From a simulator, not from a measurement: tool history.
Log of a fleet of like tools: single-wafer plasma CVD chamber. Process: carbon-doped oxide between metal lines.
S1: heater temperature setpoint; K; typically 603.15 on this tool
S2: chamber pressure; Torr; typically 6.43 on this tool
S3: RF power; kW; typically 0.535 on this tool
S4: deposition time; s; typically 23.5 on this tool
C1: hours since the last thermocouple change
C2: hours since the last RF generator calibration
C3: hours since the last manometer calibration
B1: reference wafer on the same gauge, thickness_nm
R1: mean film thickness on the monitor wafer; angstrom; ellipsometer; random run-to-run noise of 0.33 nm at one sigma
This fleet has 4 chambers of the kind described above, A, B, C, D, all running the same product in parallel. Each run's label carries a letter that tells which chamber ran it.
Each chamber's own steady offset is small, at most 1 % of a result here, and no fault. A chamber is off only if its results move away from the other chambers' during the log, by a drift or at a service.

Run 1D, hour 8.5: usual settings; C1 635.5; C2 845.5; C3 1789.4; B1 112.98. Result: R1 1370.6 angstrom.
Run 2A, hour 14.6: usual settings; C1 133.2; C2 633.7; C3 2146; B1 113.05. Result: R1 1386.4 angstrom.
Run 3B, hour 20: usual settings; C1 284.9; C2 1759.5; C3 1459.5; B1 113.02. Result: R1 1382 angstrom.
Run 4C, hour 27: usual settings; C1 1643.6; C2 1368.5; C3 1418.3; B1 112.97. Result: R1 1375 angstrom.
Run 5D, hour 31.5: usual settings; C1 658.5; C2 868.5; C3 1812.4; B1 112.98. Result: R1 1367.8 angstrom.
Run 6C, hour 40.1: usual settings; C1 1656.7; C2 1381.6; C3 1431.4; B1 112.94. Result: R1 1376 angstrom.
Run 7B, hour 48.3: usual settings; C1 313.2; C2 1787.8; C3 1487.8; B1 113.07. Result: R1 1389.6 angstrom.
Run 8A, hour 56.6: usual settings; C1 175.2; C2 675.7; C3 2188; B1 112.97. Result: R1 1381.7 angstrom.
Run 9D, hour 63.8: usual settings but S2 5.25 Torr; C1 690.8; C2 900.8; C3 1844.7; B1 113.06. Result: R1 1342.1 angstrom.
Run 10B, hour 68.9: usual settings but S2 5.25 Torr; C1 333.8; C2 1808.4; C3 1508.4; B1 113.01. Result: R1 1356.9 angstrom.
Run 11A, hour 76.9: usual settings but S2 5.25 Torr; C1 195.5; C2 696; C3 2208.3; B1 113.01. Result: R1 1347 angstrom.
Run 12C, hour 85.7: usual settings but S2 5.25 Torr; C1 1702.3; C2 1427.2; C3 1477; B1 113.04. Result: R1 1348.7 angstrom.
Run 13A, hour 92.7: usual settings; C1 211.3; C2 711.8; C3 2224.1; B1 112.95. Result: R1 1381.8 angstrom.
Run 14C, hour 99.1: usual settings; C1 1715.7; C2 1440.6; C3 1490.4; B1 113. Result: R1 1379.1 angstrom.
Run 15D, hour 107.8: usual settings; C1 734.8; C2 944.8; C3 1888.7; B1 112.98. Result: R1 1372 angstrom.
Run 16B, hour 115.1: usual settings; C1 380; C2 1854.6; C3 1554.6; B1 113. Result: R1 1381.6 angstrom.
Run 17D, hour 122.5: usual settings; C1 749.5; C2 959.5; C3 1903.4; B1 112.98. Result: R1 1365.3 angstrom.
Run 18A, hour 130.5: usual settings but S1 590.15 K, S3 0.605 kW; C1 249.1; C2 749.6; C3 2261.9; B1 113.01. Result: R1 1563.7 angstrom.
Run 19C, hour 138.2: usual settings but S1 590.15 K, S3 0.605 kW; C1 1754.8; C2 1479.7; C3 1529.5; B1 113.02. Result: R1 1562.3 angstrom.
Run 20B, hour 143.3: usual settings but S1 590.15 K, S3 0.605 kW; C1 408.2; C2 1882.8; C3 1582.8; B1 113.01. Result: R1 1566.7 angstrom.
Run 21B, hour 151.2: usual settings but S1 590.15 K, S3 0.605 kW; C1 416.1; C2 1890.7; C3 1590.7; B1 112.99. Result: R1 1553.7 angstrom.
Run 22D, hour 158.3: usual settings but S3 0.605 kW, S4 25.3 s; C1 785.3; C2 995.3; C3 1939.2; B1 113.02. Result: R1 1582.6 angstrom.
Run 23A, hour 167.4: usual settings but S3 0.605 kW, S4 25.3 s; C1 286; C2 786.5; C3 2298.8; B1 113.01. Result: R1 1604.1 angstrom.
Run 24C, hour 176.4: usual settings but S3 0.605 kW, S4 25.3 s; C1 1793; C2 1517.9; C3 1567.7; B1 113.06. Result: R1 1602.5 angstrom.

All chambers now run identical settings, listed one chamber a line with results as question marks. What results will each chamber show?
Run 25A, hour 183.6: usual settings. Result: R1 ?.
Run 25B, hour 183.6: usual settings. Result: R1 ?.
Run 25C, hour 183.6: usual settings. Result: R1 ?.
Run 25D, hour 183.6: usual settings. Result: R1 ?.

run      R1
25A  1383.1
25B  1375.8
25C  1376.8
25D  1370.2

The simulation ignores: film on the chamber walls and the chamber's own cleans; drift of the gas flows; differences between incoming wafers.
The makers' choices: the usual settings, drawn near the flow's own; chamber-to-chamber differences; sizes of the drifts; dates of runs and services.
